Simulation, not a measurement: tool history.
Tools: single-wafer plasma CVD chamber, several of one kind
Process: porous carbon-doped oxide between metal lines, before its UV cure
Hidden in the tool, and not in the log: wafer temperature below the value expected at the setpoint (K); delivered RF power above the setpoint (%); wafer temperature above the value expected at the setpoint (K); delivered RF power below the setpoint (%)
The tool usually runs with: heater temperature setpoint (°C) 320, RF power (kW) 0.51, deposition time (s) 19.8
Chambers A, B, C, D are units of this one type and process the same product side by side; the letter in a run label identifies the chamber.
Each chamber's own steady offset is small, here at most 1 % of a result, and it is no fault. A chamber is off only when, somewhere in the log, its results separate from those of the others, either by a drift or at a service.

run	day	heater temperature setpoint (°C)	RF power (kW)	deposition time (s)	hours since the last thermocouple change	hours since the last RF generator calibration	read-back reference wafer on the same gauge, thickness_nm	mean film thickness on the monitor wafer (nm)
1C	0.175	320	0.51	19.8	227.5	1036.4	111.54	97.964
2A	0.333	320	0.51	19.8	222.8	1233	111.56	98.776
3B	0.546	320	0.51	19.8	634.2	253.3	111.63	98.689
4D	0.662	320	0.51	19.8	1408.8	1015.1	111.68	97.423
5D	0.867	320	0.51	19.8	1413.7	1020	111.64	97.328
6A	1.008	320	0.51	19.8	239	1249.2	111.47	98.176
7C	1.208	320	0.51	19.8	252.3	1061.2	111.58	97.813
8B	1.379	320	0.51	19.8	654.2	273.3	111.67	98.081
9B	1.475	320	0.51	19.8	656.5	275.6	111.77	99.376
10C	1.692	320	0.51	19.8	263.9	1072.8	111.61	98.577
11A	1.808	320	0.51	17.6	258.2	1268.4	111.64	87.689
12D	1.938	320	0.51	17.6	1439.4	1045.7	111.74	87.087
13A	2.146	320	0.51	17.6	266.3	1276.5	111.59	87.943
14C	2.283	320	0.51	17.6	278.1	1087	111.56	87.69
15B	2.425	320	0.51	19.8	679.3	298.4	111.53	97.606
16D	2.525	320	0.51	19.8	1453.5	1059.8	111.61	96.425
17B	2.704	320	0.51	19.8	686	305.1	111.54	98.451
18A	2.921	320	0.51	19.8	284.9	1295.1	111.51	99.344
19C	3.025	320	0.51	19.8	295.9	1104.8	111.57	97.327
20D	3.212	320	0.51	19.8	1470	1076.3	111.56	95.77
21D	3.379	320	0.51	19.8	1474	1080.3	111.51	96.026
22B	3.575	320	0.51	19.8	706.9	326	111.51	98.843
23C	3.692	320	0.51	19.8	311.9	1120.8	111.65	97.616
24A	3.904	320	0.51	19.8	308.5	1318.7	111.64	98.084
25A	4.025	320	0.51	22	311.4	1321.6	111.66	109.61
26B	4.208	320	0.51	22	722.1	341.2	111.53	109.86
27D	4.4	320	0.51	22	1498.5	1104.8	111.45	103.87
28C	4.517	320	0.51	22	331.7	1140.6	111.69	108.21
29A	4.654	320	0.51	19.8	326.5	1336.7	111.59	99.129
30B	4.833	320	0.58	21.5	737.1	356.2	111.65	115.6
31C	5.025	320	0.58	21.5	343.9	1152.8	111.7	115.01
32D	5.171	320	0.58	21.5	1517	1123.3	111.5	110.39
33D	5.338	320	0.58	21.5	1521	1127.3	111.44	111.81
34A	5.462	320	0.51	19.8	345.9	1356.1	111.62	98.983
35C	5.575	320	0.51	19.8	357.1	1166	111.67	98.102
36B	5.775	326	0.6	19.8	759.7	378.8	111.48	107.27
37B	5.996	326	0.6	19.8	765	384.1	111.63	107.52
38A	6.1	326	0.6	19.8	361.2	1371.4	111.58	105.72
39D	6.254	326	0.6	19.8	1543	1149.3	111.63	101

Is one chamber off against the others, does the gauge drift, or is nothing wrong? If a chamber is off, say which, and what the likeliest cause is.

One chamber, D, drifts off from the rest bit by bit.
What lies behind it: delivered RF power below the setpoint (%) = 7.79.

Which of the 4 candidates below, each the usual settings with something changed and its results left as question marks, puts chamber D back in line with what the other chambers give on the usual settings?
In line here means within this much of the mean the other chambers give on the usual settings: mean film thickness on the monitor wafer (nm) 2
40D-1	6.412	321	0.495	19.1				?
40D-2	6.412	318	0.51	20.8				?
40D-3	6.412	301	0.51	19.8				?
40D-4	6.412	322	0.49	18.6				?

Mean of the other chambers on the usual settings: mean film thickness on the monitor wafer (nm) 98.37
run	mean film thickness on the monitor wafer (nm)
40D-1	87.108
40D-2	98.03
40D-3	102.52
40D-4	83.835
40D-2 is the one that brings the chamber's results back in line with the other chambers.
